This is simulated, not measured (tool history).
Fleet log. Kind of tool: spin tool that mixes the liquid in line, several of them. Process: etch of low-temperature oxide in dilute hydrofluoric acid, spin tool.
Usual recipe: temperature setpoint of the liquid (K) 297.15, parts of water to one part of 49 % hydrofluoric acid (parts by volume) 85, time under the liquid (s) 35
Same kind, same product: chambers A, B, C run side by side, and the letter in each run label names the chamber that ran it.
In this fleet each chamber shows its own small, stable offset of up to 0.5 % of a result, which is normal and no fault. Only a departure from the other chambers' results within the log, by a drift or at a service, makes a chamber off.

run,day,temperature setpoint of the liquid (K),parts of water to one part of 49 % hydrofluoric acid (parts by volume),time under the liquid (s),hours since the thermometer was replaced,hours since the hydrofluoric acid flow meter was replaced,"read-back film thickness of the low-temperature oxide reference wafer, read on the same gauge (nm)",thickness taken off the low-temperature oxide on a monitor wafer (Å)
1C,0.417,297.15,85,35,667.1,382.3,60.005,70.283
2B,0.954,297.15,85,35,964.3,674.4,59.984,71.657
3A,1.254,297.15,85,35,357.9,472.3,60.010,70.124
4A,1.833,297.15,85,35,371.8,486.2,59.983,70.766
5C,2.358,297.15,85,35,713.7,428.9,60.011,71.555
6B,2.933,297.15,85,35,1011.8,721.9,60.026,70.902
7B,3.358,297.15,85,35,1022.0,732.1,59.987,70.943
# day 3.442: chamber C: hydrofluoric acid flow meter replaced
8C,3.633,297.15,85,35,744.3,4.6,59.974,70.984
9A,4.212,297.15,85,35,428.9,543.3,60.008,70.539
10B,4.733,297.15,85,35,1055.0,765.1,60.018,71.585
11C,5.238,297.15,85,35,782.8,43.1,59.970,71.119
12A,5.596,297.15,85,35,462.1,576.5,60.014,69.682
13C,6.212,295.15,85,35,806.2,66.5,60.013,66.033
14A,6.583,295.15,85,35,485.8,600.2,60.004,63.214
15B,7.012,295.15,85,35,1109.7,819.8,60.000,66.294
16A,7.296,297.15,85,35,502.9,617.3,60.012,67.922
17B,7.758,300.15,85,35,1127.6,837.7,60.008,81.096
18C,8.112,300.15,85,35,851.8,112.1,60.012,80.092
# day 8.542: chamber B: thermometer replaced
19A,8.654,300.15,85,35,535.5,649.9,60.015,73.796
20C,9.088,297.15,50,20,875.2,135.5,59.992,73.246
21B,9.458,297.15,50,20,22.0,878.5,59.983,73.170

What goes on in this fleet: one chamber off, a drifting gauge, or nothing beyond the chambers' own small offsets? Name the chamber and the cause, if any.

Chamber A drifts away from the others.
What lies behind it: hydrofluoric acid flow below the setpoint (%) = 6.38.
With only this log, it may be confused with: liquid colder than its thermometer reads (K).

Which of the 4 candidates below, each the usual settings with something changed and its results left as question marks, puts chamber A back in line with what the other chambers give on the usual settings?
To be in line, a result may differ from the other chambers' mean on the usual settings by at most: thickness taken off the low-temperature oxide on a monitor wafer (Å) 1.900
22A-1,9.900,297.65,85,35,,,,?
22A-2,9.900,295.15,85,35,,,,?
22A-3,9.900,296.65,85,35,,,,?
22A-4,9.900,297.65,80,35,,,,?

Average result of the remaining chambers running the usual settings: thickness taken off the low-temperature oxide on a monitor wafer (Å) 71.321
run,thickness taken off the low-temperature oxide on a monitor wafer (Å)
22A-1,67.473
22A-2,61.128
22A-3,64.887
22A-4,72.101
Change 22A-4 lands the chamber within the allowed miss of the other chambers.

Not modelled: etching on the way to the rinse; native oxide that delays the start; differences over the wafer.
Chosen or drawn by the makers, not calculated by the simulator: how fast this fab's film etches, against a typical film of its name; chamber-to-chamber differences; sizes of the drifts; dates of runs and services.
